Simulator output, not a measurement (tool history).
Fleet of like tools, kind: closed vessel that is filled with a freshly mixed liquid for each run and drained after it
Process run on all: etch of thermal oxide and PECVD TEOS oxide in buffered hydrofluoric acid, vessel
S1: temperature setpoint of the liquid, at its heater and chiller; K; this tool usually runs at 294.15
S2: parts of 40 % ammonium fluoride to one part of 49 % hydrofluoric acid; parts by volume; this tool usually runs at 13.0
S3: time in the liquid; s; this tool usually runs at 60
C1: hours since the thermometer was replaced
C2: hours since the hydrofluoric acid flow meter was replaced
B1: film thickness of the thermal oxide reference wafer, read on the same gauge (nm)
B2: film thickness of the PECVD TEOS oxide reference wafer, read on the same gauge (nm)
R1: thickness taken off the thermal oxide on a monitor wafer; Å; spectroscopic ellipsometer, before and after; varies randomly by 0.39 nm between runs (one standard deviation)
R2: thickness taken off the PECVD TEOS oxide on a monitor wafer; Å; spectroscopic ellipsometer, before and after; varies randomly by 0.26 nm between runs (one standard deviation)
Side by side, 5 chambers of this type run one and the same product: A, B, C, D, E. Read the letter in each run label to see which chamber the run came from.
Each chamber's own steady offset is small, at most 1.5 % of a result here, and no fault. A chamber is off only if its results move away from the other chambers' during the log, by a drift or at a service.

run,hour,S1,S2,S3,C1,C2,B1,B2,R1,R2
1C,4.6,294.15,13.0,60,4.7,680.6,100.020,80.025,453.15,829.53
2D,7.6,294.15,13.0,60,695.6,365.3,100.050,79.999,450.24,822.07
3E,12.2,294.15,13.0,60,2208.9,781.0,100.050,79.991,443.23,815.34
4B,16.0,294.15,13.0,60,1001.8,501.1,100.020,80.018,451.07,835.29
5A,18.8,297.15,13.0,85,1859.5,585.3,99.962,80.052,746.97,1368.70
# hour 20.3: chamber A: hydrofluoric acid flow meter replaced
6E,21.6,297.15,13.0,85,2218.3,790.4,100.030,80.054,746.14,1369.60
7D,24.7,297.15,13.0,85,712.7,382.4,100.010,80.003,752.07,1370.00
8A,27.2,297.15,13.0,85,1867.9,7.0,100.010,79.984,757.71,1361.00
9B,31.9,297.15,13.0,85,1017.7,517.0,100.020,79.993,754.78,1393.40
10C,36.5,294.15,13.0,60,36.6,712.5,99.990,80.031,459.91,826.35
11C,39.3,294.15,13.0,60,39.4,715.3,100.050,79.992,452.83,828.38
12E,41.4,294.15,13.0,60,2238.1,810.2,100.000,79.979,448.83,815.30
13A,44.5,294.15,13.0,60,1885.2,24.3,99.966,80.024,449.94,817.28
14B,48.7,294.15,13.0,60,1034.5,533.8,99.962,80.025,454.01,834.36
15D,50.9,294.15,11.0,80,738.9,408.6,99.995,80.005,712.36,1288.60
16D,55.7,294.15,11.0,80,743.7,413.4,100.030,79.997,704.43,1292.50
17A,58.1,294.15,11.0,80,1898.8,37.9,99.998,79.949,710.19,1283.00
18C,61.0,294.15,11.0,80,61.1,737.0,99.987,80.006,718.72,1296.30
19B,65.9,294.15,11.0,80,1051.7,551.0,99.973,80.040,708.89,1312.80
20E,70.2,294.15,14.5,60,2266.9,839.0,100.000,79.987,401.49,730.55
21D,74.6,294.15,14.5,60,762.6,432.3,100.000,79.987,412.34,731.07
22B,79.0,294.15,14.5,60,1064.8,564.1,100.010,79.962,409.30,749.00
23A,81.7,294.15,14.5,60,1922.4,61.5,100.010,80.069,403.73,730.31
24E,83.9,294.15,14.5,60,2280.6,852.7,99.971,80.035,404.73,731.92
25C,88.9,294.15,13.0,60,89.0,764.9,99.998,79.979,447.83,825.58
26B,93.8,294.15,13.0,60,1079.6,578.9,99.964,80.041,444.23,832.37
27E,97.5,294.15,13.0,60,2294.2,866.3,100.000,79.991,439.72,817.86
28C,101.9,294.15,13.0,60,102.0,777.9,100.010,80.032,452.59,827.68
# hour 103.6: chamber D: thermometer replaced
29D,104.6,294.15,13.0,60,1.1,462.3,100.020,80.006,453.91,820.52
30A,107.2,294.15,13.0,60,1947.9,87.0,99.992,80.051,451.77,813.98
31D,110.0,294.15,13.0,60,6.5,467.7,99.982,79.977,456.55,818.15
32A,113.5,294.15,13.0,60,1954.2,93.3,100.020,79.994,456.84,813.04
33B,118.2,294.15,13.0,60,1104.0,603.3,99.971,79.954,453.44,838.42
34C,121.6,294.15,13.0,60,121.7,797.6,100.000,79.978,454.92,829.61
# hour 122.3: chamber E: thermometer replaced
35E,124.8,294.15,13.0,60,2.6,893.6,99.974,80.001,449.88,815.36
36B,127.4,294.15,13.0,60,1113.2,612.5,100.000,79.982,445.89,833.02
37E,130.8,294.15,13.0,60,8.6,899.6,99.986,80.008,448.57,815.12
38A,135.0,294.15,13.0,60,1975.7,114.8,100.010,79.955,445.47,811.82
39D,139.8,294.15,13.0,60,36.3,497.5,99.987,80.011,449.77,818.18
40C,142.0,294.15,13.0,60,142.1,818.0,99.988,80.007,455.28,825.45

Is one chamber out of step, is the gauge drifting, or do the chambers differ by no more than their own small offsets? For an off chamber, give its letter and the likeliest cause.

No chamber stands off beyond its own small offset, and the gauge holds steady.
